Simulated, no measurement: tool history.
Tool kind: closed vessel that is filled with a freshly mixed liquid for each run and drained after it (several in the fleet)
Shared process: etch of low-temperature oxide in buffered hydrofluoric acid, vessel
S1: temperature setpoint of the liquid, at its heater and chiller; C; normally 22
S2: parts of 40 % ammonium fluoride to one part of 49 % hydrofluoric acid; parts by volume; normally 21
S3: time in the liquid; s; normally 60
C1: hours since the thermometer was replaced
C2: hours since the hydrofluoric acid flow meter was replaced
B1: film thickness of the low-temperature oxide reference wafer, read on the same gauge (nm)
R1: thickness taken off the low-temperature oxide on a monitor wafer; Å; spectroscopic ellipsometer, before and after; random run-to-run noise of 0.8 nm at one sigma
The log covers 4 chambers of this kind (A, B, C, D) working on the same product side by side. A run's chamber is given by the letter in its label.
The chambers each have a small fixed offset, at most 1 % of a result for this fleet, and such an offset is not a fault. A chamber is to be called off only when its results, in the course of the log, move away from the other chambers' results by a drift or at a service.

run   hour  S1    S2  S3      C1      C2      B1      R1
 1B   11.8  22    21  60  2167.7  1148.6  129.99  1079.9
 2C     20  22    21  60  1625.7  1170.8     130  1085.9
 3A   33.8  22    21  60   542.9  1432.8     130  1093.4
 4D   42.3  22    21  60  2032.6  1344.8  130.01  1088.1
 5A   51.3  22    21  60   560.4  1450.3  130.01  1078.5
 6D   61.8  22    21  60  2052.1  1364.3  129.99    1085
 7C   73.2  22    21  60  1678.9    1224  130.01  1068.6
 8B   84.7  22    21  60  2240.6  1221.5  129.98  1073.5
 9C   96.5  22    21  60  1702.2  1247.3  130.01  1087.5
10D  103.6  22    21  60  2093.9  1406.1  129.99  1062.6
11B  114.1  22    21  60    2270  1250.9  130.01  1068.8
12A    125  22    21  60   634.1    1524     130  1082.5
13C  138.4  22    21  60  1744.1  1289.2     130  1064.8
14A  149.6  22    21  60   658.7  1548.6  129.99  1067.9
15B  162.4  22  13.5  60  2318.3  1299.2  130.05  1671.8
16D  172.9  22  13.5  60  2163.2  1475.4  130.04  1638.4
17C  180.4  22  13.5  60  1786.1  1331.2  129.99  1571.5
18B    191  22  13.5  60  2346.9  1327.8  129.99  1616.9
19D  199.1  22    21  60  2189.4  1501.6  129.98  1090.1
20A  209.2  22    21  60   718.3  1608.2  129.99  1077.9
21A  220.1  22    21  60   729.2  1619.1  129.99  1083.6
22C  233.6  22    21  60  1839.3  1384.4  130.03  1056.7
     241.7  -- chamber A: thermometer replaced
23D  243.1  22    21  60  2233.4  1545.6  129.99  1084.4
     254.2  -- chamber A: hydrofluoric acid flow meter replaced
24B  256.2  22    21  60  2412.1    1393  130.03  1078.7
25C  265.8  22    21  60  1871.5  1416.6  129.96  1052.5
26A  272.8  22    21  60    31.2    18.6  130.04  1088.9
27D  285.9  22    21  60  2276.2  1588.4  130.01  1066.6

Is one chamber out of step, is the gauge drifting, or do the chambers differ by no more than their own small offsets? For an off chamber, give its letter and the likeliest cause.

Little by little, chamber C moves away from the other chambers.
Likeliest cause: hydrofluoric acid flow below the setpoint (%) = 6.42.
With only this log, it may be confused with: liquid colder than its thermometer reads (K).

Below are 4 candidate recipes for chamber C's next run, each the usual settings with a change, their results shown as question marks. Which of them brings C's results back in line with what the other chambers give on the usual settings?
In-line tolerance around the mean of the other chambers on the usual settings: R1 28 Å
28C-1  295.8  21.5  21.5  60               ?
28C-2  295.8    22    20  60               ?
28C-3  295.8    22    21  65               ?
28C-4  295.8    22    21  55               ?

On the usual settings, the other chambers give on average: R1 1079.8 Å
  run      R1
28C-1  991.35
28C-2  1071.6
28C-3  1122.4
28C-4  949.72
Change 28C-2 lands the chamber within the allowed miss of the other chambers.
